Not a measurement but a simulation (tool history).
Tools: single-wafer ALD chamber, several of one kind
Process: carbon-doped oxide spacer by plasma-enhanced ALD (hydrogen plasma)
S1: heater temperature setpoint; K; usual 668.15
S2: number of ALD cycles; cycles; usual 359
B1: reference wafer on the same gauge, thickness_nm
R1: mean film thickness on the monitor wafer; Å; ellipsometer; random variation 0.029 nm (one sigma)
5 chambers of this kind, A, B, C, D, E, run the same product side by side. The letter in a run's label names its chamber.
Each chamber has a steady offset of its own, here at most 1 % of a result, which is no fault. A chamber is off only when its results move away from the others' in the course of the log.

| run | hour | S1 | S2 | B1 | R1 |
|---|---|---|---|---|---|
| 1C | 9.3 | 668.15 | 359 | 16.593 | 179.85 |
| 2E | 22.6 | 668.15 | 359 | 16.598 | 177.89 |
| 3A | 32.1 | 668.15 | 359 | 16.597 | 180.14 |
| 4D | 45.3 | 668.15 | 359 | 16.592 | 178.95 |
| 5B | 55.8 | 668.15 | 359 | 16.582 | 177.93 |
| 6B | 63.3 | 653.15 | 389 | 16.587 | 193.23 |
| 7A | 74.2 | 653.15 | 389 | 16.582 | 194.65 |
| 8C | 81.5 | 653.15 | 389 | 16.577 | 194.39 |
| 9E | 92.9 | 653.15 | 389 | 16.576 | 192.31 |
| 10D | 105.4 | 653.15 | 389 | 16.566 | 193.78 |
| 11E | 114.2 | 668.15 | 359 | 16.571 | 177.82 |
| 12D | 120.4 | 668.15 | 359 | 16.575 | 178.84 |
| 13A | 130.5 | 668.15 | 359 | 16.565 | 179.4 |
| 14C | 144.6 | 664.15 | 409 | 16.565 | 204.28 |
| 15B | 151.7 | 664.15 | 409 | 16.558 | 202.35 |
| 16A | 160.4 | 664.15 | 409 | 16.557 | 204.67 |
| 17B | 172 | 664.15 | 409 | 16.558 | 202.85 |
| 18D | 178.9 | 664.15 | 409 | 16.554 | 202.82 |
| 19E | 186 | 668.15 | 359 | 16.555 | 177.11 |
| 20C | 194.5 | 668.15 | 359 | 16.553 | 179.3 |
| 21B | 205.4 | 668.15 | 359 | 16.549 | 177.56 |
| 22D | 218.9 | 668.15 | 359 | 16.545 | 177.53 |
| 23A | 225.1 | 668.15 | 359 | 16.541 | 178.85 |
| 24C | 238 | 668.15 | 359 | 16.539 | 178.99 |
| 25E | 250.4 | 668.15 | 359 | 16.535 | 176.79 |
| 26C | 256.5 | 668.15 | 359 | 16.535 | 179.04 |
| 27D | 266.1 | 681.15 | 359 | 16.53 | 171.05 |
| 28B | 276.3 | 681.15 | 359 | 16.531 | 171.36 |
| 29E | 286 | 681.15 | 359 | 16.526 | 170.68 |
|  | 286.4 | chamber C: thermocouple changed; heater temperature recalibrated |
| 30A | 294.1 | 681.15 | 359 | 16.516 | 172.26 |
| 31B | 301.1 | 681.15 | 359 | 16.52 | 171.26 |
| 32C | 307.8 | 668.15 | 359 | 16.522 | 178.88 |
| 33A | 317 | 668.15 | 359 | 16.52 | 178.95 |
| 34E | 323.9 | 668.15 | 359 | 16.524 | 177.26 |
| 35D | 333.9 | 668.15 | 359 | 16.509 | 177.61 |
| 36E | 345.8 | 668.15 | 359 | 16.512 | 177.37 |
| 37D | 355.9 | 682.15 | 290 | 16.51 | 137.04 |
| 38C | 369.3 | 682.15 | 290 | 16.51 | 140.07 |
| 39A | 378.4 | 682.15 | 290 | 16.51 | 138.14 |
| 40B | 389 | 682.15 | 290 | 16.498 | 137.39 |
| 41C | 400.6 | 682.15 | 290 | 16.499 | 140.04 |
| 42A | 411.5 | 668.15 | 359 | 16.495 | 178.88 |
| 43E | 418.9 | 659.15 | 359 | 16.495 | 177.18 |

All 5 chambers run these settings next. Forecast each chamber's results:
| 44A | 429.1 | 660.15 | 359 |  | ? |
| 44B | 429.1 | 660.15 | 359 |  | ? |
| 44C | 429.1 | 660.15 | 359 |  | ? |
| 44D | 429.1 | 660.15 | 359 |  | ? |
| 44E | 429.1 | 660.15 | 359 |  | ? |

| run | R1 |
|---|---|
| 44A | 179.23 |
| 44B | 177.44 |
| 44C | 178.5 |
| 44D | 177.02 |
| 44E | 177.03 |
